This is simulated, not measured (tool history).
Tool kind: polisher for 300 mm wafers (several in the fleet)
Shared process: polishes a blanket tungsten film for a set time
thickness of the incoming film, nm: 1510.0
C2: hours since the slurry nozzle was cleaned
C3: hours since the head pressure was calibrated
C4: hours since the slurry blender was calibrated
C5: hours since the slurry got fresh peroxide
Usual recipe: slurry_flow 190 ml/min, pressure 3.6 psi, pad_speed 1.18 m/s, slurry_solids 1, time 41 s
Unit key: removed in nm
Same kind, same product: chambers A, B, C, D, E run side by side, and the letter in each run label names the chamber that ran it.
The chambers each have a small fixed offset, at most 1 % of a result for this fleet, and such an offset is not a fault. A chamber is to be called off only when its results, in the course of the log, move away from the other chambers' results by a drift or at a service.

{"run": "1C", "hour": 6.3, "slurry_flow": 190, "pressure": 3.6, "pad_speed": 1.18, "slurry_solids": 1, "time": 41, "wafers polished on this pad": 603, "C2": 244.5, "C3": 239.2, "C4": 292.4, "C5": 38.8, "removed": 262.28}
{"hour": 13.6, "done": "chamber D: slurry nozzle cleaned"}
{"run": "2E", "hour": 13.6, "slurry_flow": 190, "pressure": 3.6, "pad_speed": 1.18, "slurry_solids": 1, "time": 41, "wafers polished on this pad": 339, "C2": 593.7, "C3": 420.4, "C4": 184.5, "C5": 29.4, "removed": 262.26}
{"hour": 16.1, "done": "chamber C: slurry tank refilled with fresh slurry and peroxide"}
{"run": "3A", "hour": 17.5, "slurry_flow": 190, "pressure": 3.6, "pad_speed": 1.18, "slurry_solids": 1, "time": 41, "wafers polished on this pad": 508, "C2": 183.3, "C3": 777.6, "C4": 182.5, "C5": 56.3, "removed": 260.99}
{"hour": 19.7, "done": "chamber D: worn pad replaced by a new one"}
{"run": "4D", "hour": 23.5, "slurry_flow": 190, "pressure": 3.6, "pad_speed": 1.18, "slurry_solids": 1, "time": 41, "wafers polished on this pad": 61, "C2": 10, "C3": 158.9, "C4": 155.2, "C5": 74.1, "removed": 263.28}
{"hour": 25.5, "done": "chamber D: slurry tank refilled with fresh slurry and peroxide"}
{"run": "5B", "hour": 28.2, "slurry_flow": 190, "pressure": 3.6, "pad_speed": 1.18, "slurry_solids": 1, "time": 41, "wafers polished on this pad": 899, "C2": 369, "C3": 507.3, "C4": 347.7, "C5": 36.4, "removed": 261.8}
{"hour": 30.4, "done": "chamber A: slurry tank refilled with fresh slurry and peroxide"}
{"hour": 32.8, "done": "chamber A: worn pad replaced by a new one"}
{"hour": 33.9, "done": "chamber C: slurry blender recalibrated"}
{"hour": 34.8, "done": "chamber C: worn pad replaced by a new one"}
{"run": "6A", "hour": 35.5, "slurry_flow": 190, "pressure": 3.6, "pad_speed": 1.18, "slurry_solids": 1, "time": 41, "wafers polished on this pad": 44, "C2": 201.3, "C3": 795.6, "C4": 200.5, "C5": 5.1, "removed": 262.07}
{"run": "7E", "hour": 39.8, "slurry_flow": 215, "pressure": 3.6, "pad_speed": 1.18, "slurry_solids": 0.7, "time": 41, "wafers polished on this pad": 760, "C2": 619.9, "C3": 446.6, "C4": 210.7, "C5": 55.6, "removed": 248.3}
{"hour": 43.2, "done": "chamber E: slurry tank refilled with fresh slurry and peroxide"}
{"run": "8C", "hour": 47.5, "slurry_flow": 215, "pressure": 3.6, "pad_speed": 1.18, "slurry_solids": 0.7, "time": 41, "wafers polished on this pad": 204, "C2": 285.7, "C3": 280.4, "C4": 13.6, "C5": 31.4, "removed": 244.24}
{"hour": 47.7, "done": "chamber E: worn pad replaced by a new one"}
{"hour": 51.2, "done": "chamber B: worn pad replaced by a new one"}
{"hour": 51.3, "done": "chamber B: slurry tank refilled with fresh slurry and peroxide"}
{"run": "9B", "hour": 53.4, "slurry_flow": 215, "pressure": 3.6, "pad_speed": 1.18, "slurry_solids": 0.7, "time": 41, "wafers polished on this pad": 35, "C2": 394.2, "C3": 532.5, "C4": 372.9, "C5": 2.2, "removed": 245.15}
{"run": "10D", "hour": 57.7, "slurry_flow": 215, "pressure": 3.6, "pad_speed": 1.18, "slurry_solids": 0.7, "time": 41, "wafers polished on this pad": 610, "C2": 44.2, "C3": 193.1, "C4": 189.4, "C5": 32.2, "removed": 246.12}
{"run": "11E", "hour": 64.9, "slurry_flow": 215, "pressure": 3.6, "pad_speed": 1.18, "slurry_solids": 0.7, "time": 41, "wafers polished on this pad": 277, "C2": 645, "C3": 471.7, "C4": 235.8, "C5": 21.8, "removed": 251.86}
{"hour": 66.1, "done": "chamber C: slurry tank refilled with fresh slurry and peroxide"}
{"run": "12A", "hour": 69.0, "slurry_flow": 190, "pressure": 3.6, "pad_speed": 1.18, "slurry_solids": 1, "time": 41, "wafers polished on this pad": 582, "C2": 234.8, "C3": 829.1, "C4": 234, "C5": 38.6, "removed": 255.82}
{"run": "13B", "hour": 73.3, "slurry_flow": 190, "pressure": 3.6, "pad_speed": 1.18, "slurry_solids": 1, "time": 41, "wafers polished on this pad": 355, "C2": 414.1, "C3": 552.4, "C4": 392.8, "C5": 22.1, "removed": 270.12}
{"run": "14C", "hour": 79.0, "slurry_flow": 190, "pressure": 3.6, "pad_speed": 1.18, "slurry_solids": 1, "time": 41, "wafers polished on this pad": 710, "C2": 317.2, "C3": 311.9, "C4": 45.1, "C5": 12.9, "removed": 268.14}
{"hour": 84.1, "done": "chamber A: head pressure recalibrated"}
{"hour": 84.8, "done": "chamber A: worn pad replaced by a new one"}
{"run": "15D", "hour": 86.1, "slurry_flow": 190, "pressure": 3.6, "pad_speed": 1.18, "slurry_solids": 1, "time": 41, "wafers polished on this pad": 1067, "C2": 72.6, "C3": 221.5, "C4": 217.8, "C5": 60.6, "removed": 263.79}
{"hour": 87.6, "done": "chamber D: worn pad replaced by a new one"}
{"hour": 90.1, "done": "chamber B: head pressure recalibrated"}
{"hour": 91.0, "done": "chamber C: worn pad replaced by a new one"}
{"hour": 91.8, "done": "chamber A: slurry tank refilled with fresh slurry and peroxide"}
{"run": "16D", "hour": 92.6, "slurry_flow": 190, "pressure": 3.6, "pad_speed": 1.18, "slurry_solids": 1, "time": 41, "wafers polished on this pad": 81, "C2": 79.1, "C3": 228, "C4": 224.3, "C5": 67.1, "removed": 264.58}
{"hour": 97.4, "done": "chamber D: slurry tank refilled with fresh slurry and peroxide"}
{"run": "17B", "hour": 97.5, "slurry_flow": 190, "pressure": 3.6, "pad_speed": 1.18, "slurry_solids": 1, "time": 41, "wafers polished on this pad": 744, "C2": 438.3, "C3": 7.4, "C4": 417, "C5": 46.3, "removed": 260.73}
{"hour": 97.7, "done": "chamber E: slurry tank refilled with fresh slurry and peroxide"}
{"hour": 98.5, "done": "chamber E: worn pad replaced by a new one"}
{"run": "18C", "hour": 103.1, "slurry_flow": 190, "pressure": 3.6, "pad_speed": 1.18, "slurry_solids": 1, "time": 41, "wafers polished on this pad": 194, "C2": 341.3, "C3": 336, "C4": 69.2, "C5": 37, "removed": 261.95}
{"hour": 107.6, "done": "chamber A: slurry blender recalibrated"}
{"hour": 109.4, "done": "chamber E: slurry nozzle cleaned"}
{"run": "19E", "hour": 110.0, "slurry_flow": 190, "pressure": 3.6, "pad_speed": 1.18, "slurry_solids": 1, "time": 41, "wafers polished on this pad": 185, "C2": 0.6, "C3": 516.8, "C4": 280.9, "C5": 12.3, "removed": 269.28}
{"hour": 111.6, "done": "chamber C: slurry tank refilled with fresh slurry and peroxide"}
{"run": "20A", "hour": 114.4, "slurry_flow": 190, "pressure": 3.6, "pad_speed": 1.18, "slurry_solids": 1, "time": 41, "wafers polished on this pad": 476, "C2": 280.2, "C3": 30.3, "C4": 6.9, "C5": 22.7, "removed": 260.34}
{"run": "21B", "hour": 122.0, "slurry_flow": 190, "pressure": 3.6, "pad_speed": 1.18, "slurry_solids": 1, "time": 41, "wafers polished on this pad": 1138, "C2": 462.8, "C3": 31.9, "C4": 441.5, "C5": 70.8, "removed": 261.84}
{"hour": 122.2, "done": "chamber B: slurry tank refilled with fresh slurry and peroxide"}
{"hour": 124.1, "done": "chamber B: worn pad replaced by a new one"}
{"run": "22A", "hour": 126.9, "slurry_flow": 190, "pressure": 3.6, "pad_speed": 1.18, "slurry_solids": 1, "time": 41, "wafers polished on this pad": 677, "C2": 292.7, "C3": 42.8, "C4": 19.4, "C5": 35.2, "removed": 258.82}
{"hour": 131.0, "done": "chamber A: worn pad replaced by a new one"}
{"run": "23E", "hour": 131.4, "slurry_flow": 190, "pressure": 3.6, "pad_speed": 1.18, "slurry_solids": 1, "time": 41, "wafers polished on this pad": 529, "C2": 22, "C3": 538.2, "C4": 302.3, "C5": 33.7, "removed": 265.67}
{"run": "24C", "hour": 137.3, "slurry_flow": 190, "pressure": 3.6, "pad_speed": 1.18, "slurry_solids": 1, "time": 41, "wafers polished on this pad": 744, "C2": 375.5, "C3": 370.2, "C4": 103.4, "C5": 25.7, "removed": 265.37}
{"run": "25D", "hour": 140.9, "slurry_flow": 190, "pressure": 3.6, "pad_speed": 1.18, "slurry_solids": 1, "time": 41, "wafers polished on this pad": 858, "C2": 127.4, "C3": 276.3, "C4": 272.6, "C5": 43.6, "removed": 264.61}
{"hour": 148.2, "done": "chamber E: worn pad replaced by a new one"}
{"run": "26C", "hour": 148.3, "slurry_flow": 250, "pressure": 3.6, "pad_speed": 1.18, "slurry_solids": 1, "time": 41, "wafers polished on this pad": 921, "C2": 386.5, "C3": 381.2, "C4": 114.4, "C5": 36.7, "removed": 267.9}
{"hour": 152.6, "done": "chamber A: slurry tank refilled with fresh slurry and peroxide"}
{"run": "27A", "hour": 153.6, "slurry_flow": 250, "pressure": 3.6, "pad_speed": 1.18, "slurry_solids": 1, "time": 41, "wafers polished on this pad": 364, "C2": 319.4, "C3": 69.5, "C4": 46.1, "C5": 1.1, "removed": 267.65}
{"hour": 160.4, "done": "chamber B: slurry blender recalibrated"}
{"hour": 161.2, "done": "chamber E: slurry tank refilled with fresh slurry and peroxide"}
{"run": "28D", "hour": 161.6, "slurry_flow": 250, "pressure": 3.6, "pad_speed": 1.18, "slurry_solids": 1, "time": 41, "wafers polished on this pad": 1191, "C2": 148.1, "C3": 297, "C4": 293.3, "C5": 64.3, "removed": 270.3}
{"hour": 162.2, "done": "chamber C: worn pad replaced by a new one"}
{"hour": 165.1, "done": "chamber C: slurry tank refilled with fresh slurry and peroxide"}
{"run": "29B", "hour": 166.8, "slurry_flow": 250, "pressure": 3.6, "pad_speed": 1.18, "slurry_solids": 1, "time": 41, "wafers polished on this pad": 687, "C2": 507.6, "C3": 76.7, "C4": 6.5, "C5": 44.7, "removed": 275.87}
{"hour": 167.5, "done": "chamber D: slurry tank refilled with fresh slurry and peroxide"}
{"hour": 170.8, "done": "chamber D: worn pad replaced by a new one"}
{"run": "30E", "hour": 173.4, "slurry_flow": 250, "pressure": 3.6, "pad_speed": 1.18, "slurry_solids": 1, "time": 41, "wafers polished on this pad": 405, "C2": 64, "C3": 580.2, "C4": 344.3, "C5": 12.3, "removed": 274.72}
{"run": "31C", "hour": 177.9, "slurry_flow": 190, "pressure": 3.6, "pad_speed": 1.18, "slurry_solids": 1, "time": 41, "wafers polished on this pad": 253, "C2": 416.1, "C3": 410.8, "C4": 144, "C5": 12.8, "removed": 262.3}
{"hour": 178.3, "done": "chamber A: worn pad replaced by a new one"}
{"hour": 181.0, "done": "chamber C: slurry nozzle cleaned"}
{"run": "32D", "hour": 181.8, "slurry_flow": 190, "pressure": 3.6, "pad_speed": 1.18, "slurry_solids": 1, "time": 41, "wafers polished on this pad": 178, "C2": 168.3, "C3": 317.2, "C4": 313.5, "C5": 14.3, "removed": 263.67}
{"run": "33B", "hour": 185.2, "slurry_flow": 190, "pressure": 3.6, "pad_speed": 1.18, "slurry_solids": 1, "time": 28, "wafers polished on this pad": 983, "C2": 526, "C3": 95.1, "C4": 24.9, "C5": 63.1, "removed": 180.39}
{"run": "34E", "hour": 189.8, "slurry_flow": 190, "pressure": 3.6, "pad_speed": 1.18, "slurry_solids": 1, "time": 28, "wafers polished on this pad": 668, "C2": 80.4, "C3": 596.6, "C4": 360.7, "C5": 28.7, "removed": 179.36}
{"run": "35A", "hour": 197.6, "slurry_flow": 190, "pressure": 3.6, "pad_speed": 1.18, "slurry_solids": 1, "time": 28, "wafers polished on this pad": 310, "C2": 363.4, "C3": 113.5, "C4": 90.1, "C5": 45.1, "removed": 180.05}
{"hour": 198.3, "done": "chamber B: worn pad replaced by a new one"}
{"hour": 198.5, "done": "chamber B: slurry tank refilled with fresh slurry and peroxide"}
{"hour": 199.0, "done": "chamber E: worn pad replaced by a new one"}
{"run": "36C", "hour": 203.7, "slurry_flow": 190, "pressure": 3.6, "pad_speed": 1.18, "slurry_solids": 1, "time": 28, "wafers polished on this pad": 668, "C2": 22.7, "C3": 436.6, "C4": 169.8, "C5": 38.6, "removed": 178.63}
{"hour": 208.0, "done": "chamber D: slurry blender recalibrated"}
{"run": "37D", "hour": 208.4, "slurry_flow": 190, "pressure": 3.6, "pad_speed": 1.18, "slurry_solids": 1, "time": 28, "wafers polished on this pad": 605, "C2": 194.9, "C3": 343.8, "C4": 0.4, "C5": 40.9, "removed": 178.01}
{"run": "38A", "hour": 214.8, "slurry_flow": 190, "pressure": 3.6, "pad_speed": 1.18, "slurry_solids": 1, "time": 41, "wafers polished on this pad": 586, "C2": 380.6, "C3": 130.7, "C4": 107.3, "C5": 62.3, "removed": 263.47}
{"hour": 218.4, "done": "chamber E: slurry tank refilled with fresh slurry and peroxide"}
{"run": "39E", "hour": 221.0, "slurry_flow": 190, "pressure": 3.6, "pad_speed": 1.18, "slurry_solids": 1, "time": 41, "wafers polished on this pad": 353, "C2": 111.6, "C3": 627.8, "C4": 391.9, "C5": 2.6, "removed": 264.18}
{"hour": 221.8, "done": "chamber A: slurry tank refilled with fresh slurry and peroxide"}
{"run": "40B", "hour": 227.1, "slurry_flow": 190, "pressure": 3.6, "pad_speed": 1.18, "slurry_solids": 1, "time": 41, "wafers polished on this pad": 463, "C2": 567.9, "C3": 137, "C4": 66.8, "C5": 28.6, "removed": 260.59}
{"hour": 230.1, "done": "chamber A: worn pad replaced by a new one"}
{"hour": 232.0, "done": "chamber D: slurry tank refilled with fresh slurry and peroxide"}
{"run": "41D", "hour": 234.2, "slurry_flow": 190, "pressure": 3.6, "pad_speed": 1.18, "slurry_solids": 1, "time": 41, "wafers polished on this pad": 1020, "C2": 220.7, "C3": 369.6, "C4": 26.2, "C5": 2.2, "removed": 262.74}
{"run": "42A", "hour": 238.2, "slurry_flow": 190, "pressure": 3.6, "pad_speed": 1.18, "slurry_solids": 1, "time": 41, "wafers polished on this pad": 130, "C2": 404, "C3": 154.1, "C4": 130.7, "C5": 16.4, "removed": 256.48}
{"hour": 243.5, "done": "chamber E: slurry blender recalibrated"}
{"run": "43B", "hour": 243.9, "slurry_flow": 190, "pressure": 3.6, "pad_speed": 1.18, "slurry_solids": 1, "time": 41, "wafers polished on this pad": 734, "C2": 584.7, "C3": 153.8, "C4": 83.6, "C5": 45.4, "removed": 267.98}
{"hour": 249.8, "done": "chamber E: worn pad replaced by a new one"}
{"run": "44E", "hour": 249.9, "slurry_flow": 190, "pressure": 3.6, "pad_speed": 1.18, "slurry_solids": 1, "time": 41, "wafers polished on this pad": 1, "C2": 140.5, "C3": 656.7, "C4": 6.4, "C5": 31.5, "removed": 262.14}

Each of the 5 chambers runs these same settings next. Fill in every chamber's results:
{"run": "45A", "hour": 255.6, "slurry_flow": 190, "pressure": 4.5, "pad_speed": 1.18, "slurry_solids": 1, "time": 41, "removed": "?"}
{"run": "45B", "hour": 255.6, "slurry_flow": 190, "pressure": 4.5, "pad_speed": 1.18, "slurry_solids": 1, "time": 41, "removed": "?"}
{"run": "45C", "hour": 255.6, "slurry_flow": 190, "pressure": 4.5, "pad_speed": 1.18, "slurry_solids": 1, "time": 41, "removed": "?"}
{"run": "45D", "hour": 255.6, "slurry_flow": 190, "pressure": 4.5, "pad_speed": 1.18, "slurry_solids": 1, "time": 41, "removed": "?"}
{"run": "45E", "hour": 255.6, "slurry_flow": 190, "pressure": 4.5, "pad_speed": 1.18, "slurry_solids": 1, "time": 41, "removed": "?"}

run=45A removed=328.08
run=45B removed=336.7
run=45C removed=328.32
run=45D removed=330.42
run=45E removed=334.08
